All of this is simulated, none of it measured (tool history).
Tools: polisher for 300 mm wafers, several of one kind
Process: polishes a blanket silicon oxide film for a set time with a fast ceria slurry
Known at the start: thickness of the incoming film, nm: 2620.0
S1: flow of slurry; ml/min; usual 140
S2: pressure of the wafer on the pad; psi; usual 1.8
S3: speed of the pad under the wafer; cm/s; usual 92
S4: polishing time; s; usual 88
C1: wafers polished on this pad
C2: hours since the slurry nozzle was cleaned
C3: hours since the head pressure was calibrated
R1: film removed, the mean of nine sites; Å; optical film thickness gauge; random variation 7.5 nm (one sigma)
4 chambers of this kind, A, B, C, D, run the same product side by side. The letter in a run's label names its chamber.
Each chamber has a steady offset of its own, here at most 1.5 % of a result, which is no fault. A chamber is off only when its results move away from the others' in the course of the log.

run	hour	S1	S2	S3	S4	C1	C2	C3	R1
1C	4.9	140	1.8	92	88	798	389.7	511.9	8090.1
2D	7.3	140	1.8	92	88	1065	8.7	959.2	8253.7
3A	11.3	140	1.8	92	88	428	653.1	158.9	8201.9
# hour 11.9: chamber D: worn pad replaced by a new one
4B	16.5	140	1.8	92	88	515	739.3	601.0	8044.5
5A	20.5	140	1.8	112	88	517	662.3	168.1	9732.1
6D	24.0	140	1.8	112	88	116	25.4	975.9	10016.0
7B	29.3	140	1.8	112	88	638	752.1	613.8	10065.0
# hour 33.3: chamber C: worn pad replaced by a new one
8C	34.4	140	1.8	112	88	11	419.2	541.4	9948.9
9B	39.8	185	1.8	92	99	739	762.6	624.3	9565.0
10C	45.3	185	1.8	92	99	116	430.1	552.3	9638.3
11D	49.7	185	1.8	92	99	364	51.1	1001.6	9826.6
# hour 50.1: chamber B: worn pad replaced by a new one
12A	52.9	185	1.8	92	99	829	694.7	200.5	9454.4
13A	56.9	140	1.8	92	88	868	698.7	204.5	8126.3
14B	61.2	140	1.8	92	88	107	784.0	645.7	8170.9
15C	64.6	140	1.8	110	58	302	449.4	571.6	6490.5
16D	68.8	140	1.8	110	58	548	70.2	1020.7	6537.9
17D	73.6	140	1.8	110	58	594	75.0	1025.5	6460.8
18C	77.9	140	1.8	110	58	430	462.7	584.9	6467.9
# hour 79.1: chamber D: head pressure recalibrated
19A	80.4	140	1.8	92	88	1094	722.2	228.0	8180.3
20B	83.2	140	1.8	92	88	319	806.0	667.7	8191.8
21B	86.8	140	1.8	110	88	353	809.6	671.3	9569.7
# hour 87.4: chamber A: worn pad replaced by a new one
22C	91.4	140	1.8	110	88	560	476.2	598.4	9853.9
23A	94.9	140	1.8	110	88	73	736.7	242.5	9883.6
24D	97.4	140	1.8	110	88	823	98.8	18.4	10677.0
25A	101.5	140	1.8	92	88	136	743.3	249.1	8305.6
26C	104.7	140	1.8	92	88	688	489.5	611.7	8172.6
27D	108.5	110	1.8	66	88	930	109.9	29.5	6138.9
28B	112.7	110	1.8	66	88	603	835.5	697.2	5562.3
29A	116.1	110	1.8	66	88	277	757.9	263.7	5520.2
30D	118.8	110	1.8	66	88	1029	120.2	39.8	6129.0
31B	124.0	140	1.8	92	88	712	846.8	708.5	8029.9
# hour 125.1: chamber B: slurry nozzle cleaned
32C	127.2	140	1.8	92	88	905	512.0	634.2	8181.2
33B	130.5	140	1.8	92	88	774	5.5	715.0	8153.8
# hour 131.7: chamber B: worn pad replaced by a new one
# hour 132.1: chamber D: worn pad replaced by a new one
# hour 132.2: chamber C: worn pad replaced by a new one
34D	133.5	140	1.2	80	88	13	134.9	54.5	5229.3
35C	137.9	140	1.2	80	88	54	522.7	644.9	4783.4
36A	142.6	140	1.2	80	88	532	784.4	290.2	4664.4
37C	145.9	140	1.2	80	88	132	530.7	652.9	4837.6
38A	148.7	140	1.8	92	88	591	790.5	296.3	8128.4
39D	152.0	140	1.8	92	88	191	153.4	73.0	8889.7
40B	155.6	140	1.8	92	88	230	30.6	740.1	8013.4
41B	158.2	140	1.8	92	88	255	33.2	742.7	8241.3
# hour 159.7: chamber C: head pressure recalibrated
42C	161.4	140	1.8	92	88	281	546.2	1.7	8082.0

Is one chamber off against the others, does the gauge drift, or is nothing wrong? If a chamber is off, say which, and what the likeliest cause is.

A service left chamber D off against the others.
Cause: head's pressure above its setpoint, % = 8.72.

Here are 4 candidates for chamber D's next run, each the usual settings with a change, their results left as question marks. Which one brings its results back in line with what the others give on the usual settings?
In line means no further than this from the other chambers' mean on the usual settings: R1 260.0 Å
43D-1	165.4	140	1.8	88	84				?
43D-2	165.4	140	1.8	94	89				?
43D-3	165.4	140	1.8	92	85				?
43D-4	165.4	140	1.9	92	92				?

The other chambers' mean on the usual settings: R1 8171.3 Å
run	R1
43D-1	8249.6
43D-2	9336.8
43D-3	8727.4
43D-4	9966.1
43D-1 brings the chamber back in line.

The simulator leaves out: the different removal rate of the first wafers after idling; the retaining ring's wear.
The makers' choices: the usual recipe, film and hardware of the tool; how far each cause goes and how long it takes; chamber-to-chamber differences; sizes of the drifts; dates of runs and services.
